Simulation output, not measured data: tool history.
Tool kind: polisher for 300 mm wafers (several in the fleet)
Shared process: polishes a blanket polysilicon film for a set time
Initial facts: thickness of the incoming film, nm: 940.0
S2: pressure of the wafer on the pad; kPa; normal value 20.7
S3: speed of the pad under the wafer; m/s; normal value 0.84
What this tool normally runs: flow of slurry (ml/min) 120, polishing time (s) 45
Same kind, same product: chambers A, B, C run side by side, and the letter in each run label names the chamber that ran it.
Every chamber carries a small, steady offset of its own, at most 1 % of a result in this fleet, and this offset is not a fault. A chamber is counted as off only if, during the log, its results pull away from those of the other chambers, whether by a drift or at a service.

{"hour": 1.4, "done": "chamber A: worn pad replaced by a new one"}
{"run": "1A", "hour": 8.6, "flow of slurry (ml/min)": 120, "S2": 20.7, "S3": 0.84, "polishing time (s)": 45, "film removed (angstrom)": 3405}
{"run": "2B", "hour": 16.9, "flow of slurry (ml/min)": 120, "S2": 20.7, "S3": 0.84, "polishing time (s)": 45, "film removed (angstrom)": 3461.6}
{"hour": 29.1, "done": "chamber B: worn pad replaced by a new one"}
{"run": "3C", "hour": 29.4, "flow of slurry (ml/min)": 120, "S2": 20.7, "S3": 0.84, "polishing time (s)": 45, "film removed (angstrom)": 3478.1}
{"run": "4A", "hour": 43.5, "flow of slurry (ml/min)": 120, "S2": 20.7, "S3": 0.84, "polishing time (s)": 45, "film removed (angstrom)": 3492.8}
{"hour": 45.3, "done": "chamber A: worn pad replaced by a new one"}
{"hour": 48.1, "done": "chamber C: worn pad replaced by a new one"}
{"run": "5C", "hour": 54.6, "flow of slurry (ml/min)": 120, "S2": 20.7, "S3": 0.84, "polishing time (s)": 45, "film removed (angstrom)": 3455.5}
{"run": "6B", "hour": 66.1, "flow of slurry (ml/min)": 120, "S2": 20.7, "S3": 0.84, "polishing time (s)": 45, "film removed (angstrom)": 3395.6}
{"run": "7B", "hour": 75.8, "flow of slurry (ml/min)": 120, "S2": 20.7, "S3": 0.84, "polishing time (s)": 45, "film removed (angstrom)": 3334.3}
{"run": "8A", "hour": 83.0, "flow of slurry (ml/min)": 120, "S2": 20.7, "S3": 0.84, "polishing time (s)": 45, "film removed (angstrom)": 3513.3}
{"run": "9C", "hour": 92.8, "flow of slurry (ml/min)": 120, "S2": 20.7, "S3": 0.84, "polishing time (s)": 45, "film removed (angstrom)": 3445.3}
{"hour": 98.8, "done": "chamber A: worn pad replaced by a new one"}
{"run": "10B", "hour": 102.9, "flow of slurry (ml/min)": 120, "S2": 20.7, "S3": 0.84, "polishing time (s)": 52, "film removed (angstrom)": 3952.8}
{"hour": 112.5, "done": "chamber C: worn pad replaced by a new one"}
{"run": "11C", "hour": 116.8, "flow of slurry (ml/min)": 120, "S2": 20.7, "S3": 0.84, "polishing time (s)": 52, "film removed (angstrom)": 3951.3}
{"run": "12A", "hour": 129.1, "flow of slurry (ml/min)": 120, "S2": 20.7, "S3": 0.84, "polishing time (s)": 52, "film removed (angstrom)": 3947.1}
{"run": "13A", "hour": 139.5, "flow of slurry (ml/min)": 120, "S2": 20.7, "S3": 0.84, "polishing time (s)": 45, "film removed (angstrom)": 3421.5}
{"hour": 143.9, "done": "chamber C: slurry nozzle cleaned"}
{"hour": 143.9, "done": "chamber A: worn pad replaced by a new one"}
{"hour": 146.3, "done": "chamber B: worn pad replaced by a new one"}
{"run": "14B", "hour": 150.5, "flow of slurry (ml/min)": 120, "S2": 20.7, "S3": 0.84, "polishing time (s)": 45, "film removed (angstrom)": 3401.3}
{"run": "15C", "hour": 163.8, "flow of slurry (ml/min)": 120, "S2": 20.7, "S3": 0.84, "polishing time (s)": 45, "film removed (angstrom)": 3412.4}
{"run": "16C", "hour": 174.9, "flow of slurry (ml/min)": 120, "S2": 20.7, "S3": 0.84, "polishing time (s)": 45, "film removed (angstrom)": 3406.4}
{"hour": 177.4, "done": "chamber C: worn pad replaced by a new one"}
{"run": "17A", "hour": 185.9, "flow of slurry (ml/min)": 120, "S2": 26.9, "S3": 0.58, "polishing time (s)": 45, "film removed (angstrom)": 3113.7}
{"hour": 196.3, "done": "chamber A: worn pad replaced by a new one"}
{"run": "18B", "hour": 200.6, "flow of slurry (ml/min)": 120, "S2": 26.9, "S3": 0.58, "polishing time (s)": 45, "film removed (angstrom)": 3072.9}
{"run": "19A", "hour": 216.0, "flow of slurry (ml/min)": 120, "S2": 26.9, "S3": 0.58, "polishing time (s)": 45, "film removed (angstrom)": 3103.4}
{"run": "20B", "hour": 230.7, "flow of slurry (ml/min)": 120, "S2": 20.7, "S3": 0.84, "polishing time (s)": 45, "film removed (angstrom)": 3426.8}
{"run": "21C", "hour": 245.6, "flow of slurry (ml/min)": 120, "S2": 20.7, "S3": 0.84, "polishing time (s)": 45, "film removed (angstrom)": 3436.6}

Is one chamber out of step, is the gauge drifting, or do the chambers differ by no more than their own small offsets? For an off chamber, give its letter and the likeliest cause.

No chamber stands off beyond its own small offset, and the gauge holds steady.
